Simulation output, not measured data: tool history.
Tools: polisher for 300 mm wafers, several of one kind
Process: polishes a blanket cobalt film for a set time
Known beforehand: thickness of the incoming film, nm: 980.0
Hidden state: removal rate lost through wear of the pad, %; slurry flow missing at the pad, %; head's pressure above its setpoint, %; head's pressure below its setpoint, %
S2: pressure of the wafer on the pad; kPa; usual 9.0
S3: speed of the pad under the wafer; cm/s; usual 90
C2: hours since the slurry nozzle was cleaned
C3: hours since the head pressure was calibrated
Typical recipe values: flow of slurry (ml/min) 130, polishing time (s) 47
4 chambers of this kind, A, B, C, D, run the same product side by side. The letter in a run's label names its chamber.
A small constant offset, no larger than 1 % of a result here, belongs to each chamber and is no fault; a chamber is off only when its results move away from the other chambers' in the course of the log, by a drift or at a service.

-- hour=1.7 chamber D: worn pad replaced by a new one
run 1C hour=6.2 | flow_of_slurry_(ml/min)=130 S2=9.0 S3=90 polishing_time_(s)=47 | wafers_polished_on_this_pad=934 C2=564.1 C3=130.1 | film_removed_(angstrom)=1666.5
-- hour=12.1 chamber C: worn pad replaced by a new one
run 2B hour=12.6 | flow_of_slurry_(ml/min)=130 S2=9.0 S3=90 polishing_time_(s)=47 | wafers_polished_on_this_pad=285 C2=227.2 C3=741.2 | film_removed_(angstrom)=1672.1
run 3A hour=20.8 | flow_of_slurry_(ml/min)=130 S2=9.0 S3=90 polishing_time_(s)=47 | wafers_polished_on_this_pad=1188 C2=327.8 C3=42.3 | film_removed_(angstrom)=1658.7
-- hour=21.5 chamber C: slurry nozzle cleaned
run 4D hour=33.6 | flow_of_slurry_(ml/min)=130 S2=9.0 S3=90 polishing_time_(s)=47 | wafers_polished_on_this_pad=307 C2=59.1 C3=208.0 | film_removed_(angstrom)=1702.8
-- hour=33.9 chamber A: worn pad replaced by a new one
-- hour=44.2 chamber A: slurry nozzle cleaned
run 5A hour=46.3 | flow_of_slurry_(ml/min)=130 S2=9.0 S3=90 polishing_time_(s)=47 | wafers_polished_on_this_pad=119 C2=2.1 C3=67.8 | film_removed_(angstrom)=1630.3
run 6B hour=53.2 | flow_of_slurry_(ml/min)=130 S2=9.0 S3=90 polishing_time_(s)=47 | wafers_polished_on_this_pad=675 C2=267.8 C3=781.8 | film_removed_(angstrom)=1664.8
-- hour=59.2 chamber D: worn pad replaced by a new one
run 7C hour=64.1 | flow_of_slurry_(ml/min)=130 S2=9.0 S3=90 polishing_time_(s)=47 | wafers_polished_on_this_pad=501 C2=42.6 C3=188.0 | film_removed_(angstrom)=1658.7
run 8D hour=73.9 | flow_of_slurry_(ml/min)=130 S2=9.0 S3=90 polishing_time_(s)=47 | wafers_polished_on_this_pad=141 C2=99.4 C3=248.3 | film_removed_(angstrom)=1666.1
run 9B hour=85.9 | flow_of_slurry_(ml/min)=95 S2=9.0 S3=90 polishing_time_(s)=47 | wafers_polished_on_this_pad=990 C2=300.5 C3=814.5 | film_removed_(angstrom)=1541.2
-- hour=93.2 chamber C: worn pad replaced by a new one
run 10A hour=94.6 | flow_of_slurry_(ml/min)=95 S2=9.0 S3=90 polishing_time_(s)=47 | wafers_polished_on_this_pad=584 C2=50.4 C3=116.1 | film_removed_(angstrom)=1542.8
run 11D hour=103.2 | flow_of_slurry_(ml/min)=95 S2=9.0 S3=90 polishing_time_(s)=47 | wafers_polished_on_this_pad=423 C2=128.7 C3=277.6 | film_removed_(angstrom)=1549.2
-- hour=105.6 chamber B: worn pad replaced by a new one
run 12C hour=111.5 | flow_of_slurry_(ml/min)=95 S2=9.0 S3=90 polishing_time_(s)=47 | wafers_polished_on_this_pad=176 C2=90.0 C3=235.4 | film_removed_(angstrom)=1550.9
run 13C hour=121.4 | flow_of_slurry_(ml/min)=100 S2=9.0 S3=90 polishing_time_(s)=60 | wafers_polished_on_this_pad=272 C2=99.9 C3=245.3 | film_removed_(angstrom)=2039.2
-- hour=122.2 chamber D: worn pad replaced by a new one
run 14B hour=129.6 | flow_of_slurry_(ml/min)=100 S2=9.0 S3=90 polishing_time_(s)=60 | wafers_polished_on_this_pad=231 C2=344.2 C3=858.2 | film_removed_(angstrom)=1951.6
run 15D hour=140.8 | flow_of_slurry_(ml/min)=100 S2=9.0 S3=90 polishing_time_(s)=60 | wafers_polished_on_this_pad=179 C2=166.3 C3=315.2 | film_removed_(angstrom)=2003.7
run 16A hour=153.0 | flow_of_slurry_(ml/min)=100 S2=9.0 S3=90 polishing_time_(s)=60 | wafers_polished_on_this_pad=1146 C2=108.8 C3=174.5 | film_removed_(angstrom)=1956.9
run 17A hour=159.7 | flow_of_slurry_(ml/min)=110 S2=9.0 S3=62 polishing_time_(s)=47 | wafers_polished_on_this_pad=1211 C2=115.5 C3=181.2 | film_removed_(angstrom)=1092.4
-- hour=168.3 chamber A: worn pad replaced by a new one
run 18B hour=170.9 | flow_of_slurry_(ml/min)=110 S2=9.0 S3=62 polishing_time_(s)=47 | wafers_polished_on_this_pad=629 C2=385.5 C3=899.5 | film_removed_(angstrom)=1032.0
-- hour=174.5 chamber C: worn pad replaced by a new one
-- hour=175.5 chamber D: worn pad replaced by a new one
run 19D hour=179.8 | flow_of_slurry_(ml/min)=110 S2=9.0 S3=62 polishing_time_(s)=47 | wafers_polished_on_this_pad=42 C2=205.3 C3=354.2 | film_removed_(angstrom)=1125.7
run 20C hour=189.9 | flow_of_slurry_(ml/min)=110 S2=9.0 S3=62 polishing_time_(s)=47 | wafers_polished_on_this_pad=148 C2=168.4 C3=313.8 | film_removed_(angstrom)=1118.7
run 21A hour=197.7 | flow_of_slurry_(ml/min)=130 S2=9.0 S3=90 polishing_time_(s)=47 | wafers_polished_on_this_pad=283 C2=153.5 C3=219.2 | film_removed_(angstrom)=1670.9
run 22B hour=203.4 | flow_of_slurry_(ml/min)=130 S2=9.0 S3=90 polishing_time_(s)=47 | wafers_polished_on_this_pad=941 C2=418.0 C3=932.0 | film_removed_(angstrom)=1555.9
run 23C hour=215.0 | flow_of_slurry_(ml/min)=130 S2=9.0 S3=90 polishing_time_(s)=47 | wafers_polished_on_this_pad=390 C2=193.5 C3=338.9 | film_removed_(angstrom)=1665.1
run 24D hour=225.3 | flow_of_slurry_(ml/min)=130 S2=9.0 S3=102 polishing_time_(s)=47 | wafers_polished_on_this_pad=480 C2=250.8 C3=399.7 | film_removed_(angstrom)=1912.9
run 25A hour=234.1 | flow_of_slurry_(ml/min)=130 S2=9.0 S3=102 polishing_time_(s)=47 | wafers_polished_on_this_pad=633 C2=189.9 C3=255.6 | film_removed_(angstrom)=1893.2

What goes on in this fleet: one chamber off, a drifting gauge, or nothing beyond the chambers' own small offsets? Name the chamber and the cause, if any.

One chamber, B, drifts off from the rest bit by bit.
Most likely cause: slurry flow missing at the pad, % = 31.9.
Not necessarily distinguishable in this log from: head's pressure below its setpoint, %.

Chamber B could run next with any of the 4 candidate recipes listed below; each alters the usual settings, and their results appear as question marks. Which one brings its results back in line with what the other chambers deliver on the usual settings?
In line here means within this much of the mean the other chambers give on the usual settings: film removed (angstrom) 67.0
run 26B-1 hour=243.5 | flow_of_slurry_(ml/min)=130 S2=9.0 S3=90 polishing_time_(s)=48 | film_removed_(angstrom)=?
run 26B-2 hour=243.5 | flow_of_slurry_(ml/min)=130 S2=8.3 S3=90 polishing_time_(s)=47 | film_removed_(angstrom)=?
run 26B-3 hour=243.5 | flow_of_slurry_(ml/min)=130 S2=9.7 S3=90 polishing_time_(s)=47 | film_removed_(angstrom)=?
run 26B-4 hour=243.5 | flow_of_slurry_(ml/min)=130 S2=9.0 S3=90 polishing_time_(s)=46 | film_removed_(angstrom)=?

Other chambers, usual settings, mean: film removed (angstrom) 1661.4
run=26B-1 film_removed_(angstrom)=1552.1
run=26B-2 film_removed_(angstrom)=1401.1
run=26B-3 film_removed_(angstrom)=1638.5
run=26B-4 film_removed_(angstrom)=1487.5
Change 26B-3 lands the chamber within the allowed miss of the other chambers.

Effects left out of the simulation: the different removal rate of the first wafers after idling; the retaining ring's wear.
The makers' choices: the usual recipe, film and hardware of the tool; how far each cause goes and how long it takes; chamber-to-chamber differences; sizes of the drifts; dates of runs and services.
